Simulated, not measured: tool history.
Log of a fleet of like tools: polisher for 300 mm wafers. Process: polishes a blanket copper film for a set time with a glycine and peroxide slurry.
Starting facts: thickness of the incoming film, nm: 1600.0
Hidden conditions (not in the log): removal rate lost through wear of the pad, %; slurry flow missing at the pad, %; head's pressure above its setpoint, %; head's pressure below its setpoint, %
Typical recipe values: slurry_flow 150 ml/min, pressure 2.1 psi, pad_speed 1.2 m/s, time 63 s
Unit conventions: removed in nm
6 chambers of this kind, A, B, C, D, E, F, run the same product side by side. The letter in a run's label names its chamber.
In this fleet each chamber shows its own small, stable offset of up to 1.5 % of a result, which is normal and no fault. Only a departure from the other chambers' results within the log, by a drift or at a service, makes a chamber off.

run	hour	slurry_flow	pressure	pad_speed	time	wafers polished on this pad	hours since the slurry nozzle was cleaned	hours since the head pressure was calibrated	removed
# hour 2.0: chamber E: worn pad replaced by a new one
1A	5.9	150	2.1	1.2	63	222	8.5	41.8	379.08
2F	8.7	150	2.1	1.2	63	735	27.1	29.1	381.20
# hour 11.1: chamber D: worn pad replaced by a new one
3B	12.9	150	2.1	1.2	63	871	274.6	979.4	380.94
# hour 17.8: chamber B: worn pad replaced by a new one
4E	17.9	150	2.1	1.2	63	181	195.0	223.1	385.00
# hour 21.0: chamber F: worn pad replaced by a new one
5D	22.5	150	2.1	1.2	63	129	159.6	979.0	377.65
6C	28.1	150	2.1	1.2	63	473	115.2	201.0	378.24
7D	33.3	150	2.1	1.2	63	252	170.4	989.8	371.44
8C	36.8	150	2.1	1.2	63	572	123.9	209.7	372.89
# hour 38.8: chamber A: worn pad replaced by a new one
9B	42.4	150	2.1	1.2	63	280	304.1	1008.9	373.42
10E	46.5	150	2.1	1.2	63	507	223.6	251.7	381.18
11F	49.6	150	2.1	1.2	63	325	68.0	70.0	385.92
12A	53.4	150	2.1	1.2	63	166	56.0	89.3	375.01
# hour 58.9: chamber E: worn pad replaced by a new one
13A	59.3	150	2.1	1.2	63	233	61.9	95.2	378.46
14B	63.5	150	2.1	1.2	63	520	325.2	1030.0	373.01
15D	68.2	150	2.1	1.2	63	649	205.3	1024.7	379.51
16E	72.4	150	2.1	1.2	63	153	249.5	277.6	380.52
17C	76.7	115	2.1	1.6	63	1026	163.8	249.6	448.35
18F	82.3	115	2.1	1.6	63	697	100.7	102.7	462.47
# hour 83.2: chamber A: worn pad replaced by a new one
19E	87.2	115	2.1	1.6	63	322	264.3	292.4	453.92
# hour 90.1: chamber C: worn pad replaced by a new one
20C	92.1	115	2.1	1.6	63	23	179.2	265.0	454.54
21A	97.0	115	2.1	1.6	63	157	99.6	132.9	456.39
# hour 97.2: chamber D: worn pad replaced by a new one
22F	101.0	115	2.1	1.6	63	910	119.4	121.4	461.23
# hour 101.3: chamber F: worn pad replaced by a new one
# hour 102.8: chamber B: worn pad replaced by a new one
23B	104.7	150	2.1	1.2	63	22	366.4	1071.2	375.18
24D	109.7	150	2.1	1.2	63	142	246.8	1066.2	379.96
25A	114.4	150	2.1	1.2	63	355	117.0	150.3	377.26
26C	120.0	150	2.1	1.2	42	340	207.1	292.9	239.67
27B	123.6	150	2.1	1.2	42	237	385.3	1090.1	250.15
# hour 124.9: chamber E: worn pad replaced by a new one
# hour 125.1: chamber A: worn pad replaced by a new one
28D	129.0	150	2.1	1.2	42	361	266.1	1085.5	248.65
29E	134.4	150	2.1	1.2	42	109	311.5	339.6	258.11
30F	140.0	150	2.1	1.2	42	440	158.4	160.4	258.00
31B	144.9	150	2.1	1.2	42	479	406.6	1111.4	251.33
32D	147.7	150	2.1	0.8	46	574	284.8	1104.2	198.17
33C	151.8	150	2.1	0.8	46	702	238.9	324.7	192.20
34F	155.0	150	2.1	0.8	46	611	173.4	175.4	202.60
35E	158.1	150	2.1	0.8	46	378	335.2	363.3	205.56
36A	161.4	150	2.1	0.8	46	413	164.0	197.3	198.92
37E	166.6	150	2.1	0.8	46	475	343.7	371.8	203.24
38A	170.1	150	2.1	1.2	63	512	172.7	206.0	373.82

Is one chamber off against the others, does the gauge drift, or is nothing wrong? If a chamber is off, say which, and what the likeliest cause is.

It is chamber C that slowly wanders off from its peers.
Likeliest cause: slurry flow missing at the pad, % = 26.1.
The log may not tell that from: head's pressure below its setpoint, %.

Here are 4 candidates for chamber C's next run, each the usual settings with a change, their results left as question marks. Which one brings its results back in line with what the others give on the usual settings?
To be in line, a result may differ from the other chambers' mean on the usual settings by at most: removed 13.00 nm
39C-1	174.4	150	2.3	1.20	63				?
39C-2	174.4	150	2.1	1.12	58				?
39C-3	174.4	120	2.1	1.20	63				?
39C-4	174.4	150	2.1	1.28	68				?

Other chambers, usual settings, mean: removed 377.36 nm
run	removed
39C-1	379.57
39C-2	307.51
39C-3	333.54
39C-4	401.01
The answer is 39C-1, which returns the chamber to within the allowed miss of the others.
